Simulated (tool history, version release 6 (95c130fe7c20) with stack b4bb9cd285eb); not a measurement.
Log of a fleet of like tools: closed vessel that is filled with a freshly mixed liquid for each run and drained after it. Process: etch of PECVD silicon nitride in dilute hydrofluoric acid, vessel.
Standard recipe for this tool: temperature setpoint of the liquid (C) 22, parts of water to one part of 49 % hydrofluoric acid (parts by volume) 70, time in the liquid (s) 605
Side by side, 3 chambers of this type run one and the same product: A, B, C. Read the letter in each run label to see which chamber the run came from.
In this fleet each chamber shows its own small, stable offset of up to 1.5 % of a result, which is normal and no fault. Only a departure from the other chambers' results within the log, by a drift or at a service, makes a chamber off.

| run | hour | temperature setpoint of the liquid (C) | parts of water to one part of 49 % hydrofluoric acid (parts by volume) | time in the liquid (s) | hours since the thermometer was replaced | hours since the hydrofluoric acid flow meter was replaced | read-back film thickness of the PECVD silicon nitride reference wafer, read on the same gauge (nm) | thickness taken off the PECVD silicon nitride on a monitor wafer (angstrom) |
|---|---|---|---|---|---|---|---|---|
| 1C | 10.4 | 22 | 70 | 605 | 1316.4 | 245.2 | 130 | 422.13 |
| 2B | 18.4 | 22 | 70 | 605 | 970.4 | 703.3 | 130.02 | 426.3 |
| 3A | 23.1 | 22 | 70 | 605 | 1968.9 | 349 | 129.99 | 423.43 |
| 4A | 30.9 | 22 | 70 | 605 | 1976.7 | 356.8 | 130.03 | 423.26 |
| 5B | 37.8 | 22 | 70 | 915 | 989.8 | 722.7 | 129.98 | 641.37 |
| 6C | 46.4 | 22 | 70 | 915 | 1352.4 | 281.2 | 129.99 | 640.91 |
| 7B | 53.3 | 22 | 70 | 915 | 1005.3 | 738.2 | 129.98 | 653.51 |
| 8C | 59 | 22 | 70 | 605 | 1365 | 293.8 | 130.01 | 424.3 |
| 9A | 64.5 | 22 | 70 | 605 | 2010.3 | 390.4 | 130.02 | 427.2 |
| 10B | 70.7 | 22 | 70 | 605 | 1022.7 | 755.6 | 129.96 | 428.8 |
| 11C | 76.3 | 22 | 70 | 605 | 1382.3 | 311.1 | 130.01 | 416.23 |
| 12A | 82.5 | 22 | 70 | 605 | 2028.3 | 408.4 | 129.98 | 425.29 |
| 13C | 92.9 | 22 | 70 | 605 | 1398.9 | 327.7 | 130.01 | 409.8 |
|  | 96.7 | chamber A: hydrofluoric acid flow meter replaced |
| 14A | 98 | 22 | 70 | 605 | 2043.8 | 1.4 | 130.04 | 427.41 |
| 15B | 105.5 | 22 | 70 | 605 | 1057.5 | 790.4 | 129.98 | 431.38 |
| 16A | 113.7 | 22 | 70 | 605 | 2059.5 | 17.1 | 129.98 | 427.64 |
| 17B | 123.2 | 23.5 | 70 | 955 | 1075.2 | 808.1 | 130.01 | 753.84 |
| 18C | 129.2 | 23.5 | 70 | 955 | 1435.2 | 364 | 130.03 | 700.23 |
| 19C | 135.2 | 23.5 | 70 | 955 | 1441.2 | 370 | 129.98 | 702.86 |
| 20A | 144.6 | 22 | 95 | 605 | 2090.4 | 48 | 130.03 | 317.98 |
| 21B | 153.8 | 22 | 95 | 605 | 1105.8 | 838.7 | 130.02 | 320.61 |
| 22A | 159.9 | 22 | 95 | 605 | 2105.7 | 63.3 | 129.97 | 317.26 |
| 23C | 167.3 | 22 | 70 | 605 | 1473.3 | 402.1 | 129.99 | 390.45 |
| 24B | 173.1 | 22 | 70 | 605 | 1125.1 | 858 | 130.03 | 431.39 |
| 25B | 178 | 22 | 70 | 605 | 1130 | 862.9 | 129.96 | 429.48 |
| 26C | 187.8 | 22 | 70 | 605 | 1493.8 | 422.6 | 130 | 386.8 |

Is one chamber out of step, is the gauge drifting, or do the chambers differ by no more than their own small offsets? For an off chamber, give its letter and the likeliest cause.

Chamber C drifts away from the others.
Most likely cause: hydrofluoric acid flow below the setpoint (%) = 9.94.
The log may not tell that from: liquid colder than its thermometer reads (K).

Here are 4 candidates for chamber C's next run, each the usual settings with a change, their results left as question marks. Which one brings its results back in line with what the others give on the usual settings?
A result is in line if it is within this distance of the other chambers' mean on the usual settings: thickness taken off the PECVD silicon nitride on a monitor wafer (angstrom) 14
| 27C-1 | 195.3 | 21.5 | 70 | 555 |  |  |  | ? |
| 27C-2 | 195.3 | 23 | 70 | 605 |  |  |  | ? |
| 27C-3 | 195.3 | 22 | 70 | 575 |  |  |  | ? |
| 27C-4 | 195.3 | 22.5 | 65 | 605 |  |  |  | ? |

The mean the other chambers reach with the usual settings: thickness taken off the PECVD silicon nitride on a monitor wafer (angstrom) 429.25
| run | thickness taken off the PECVD silicon nitride on a monitor wafer (angstrom) |
|---|---|
| 27C-1 | 341.87 |
| 27C-2 | 412.89 |
| 27C-3 | 366.63 |
| 27C-4 | 428.89 |
The answer is 27C-4, which returns the chamber to within the allowed miss of the others.

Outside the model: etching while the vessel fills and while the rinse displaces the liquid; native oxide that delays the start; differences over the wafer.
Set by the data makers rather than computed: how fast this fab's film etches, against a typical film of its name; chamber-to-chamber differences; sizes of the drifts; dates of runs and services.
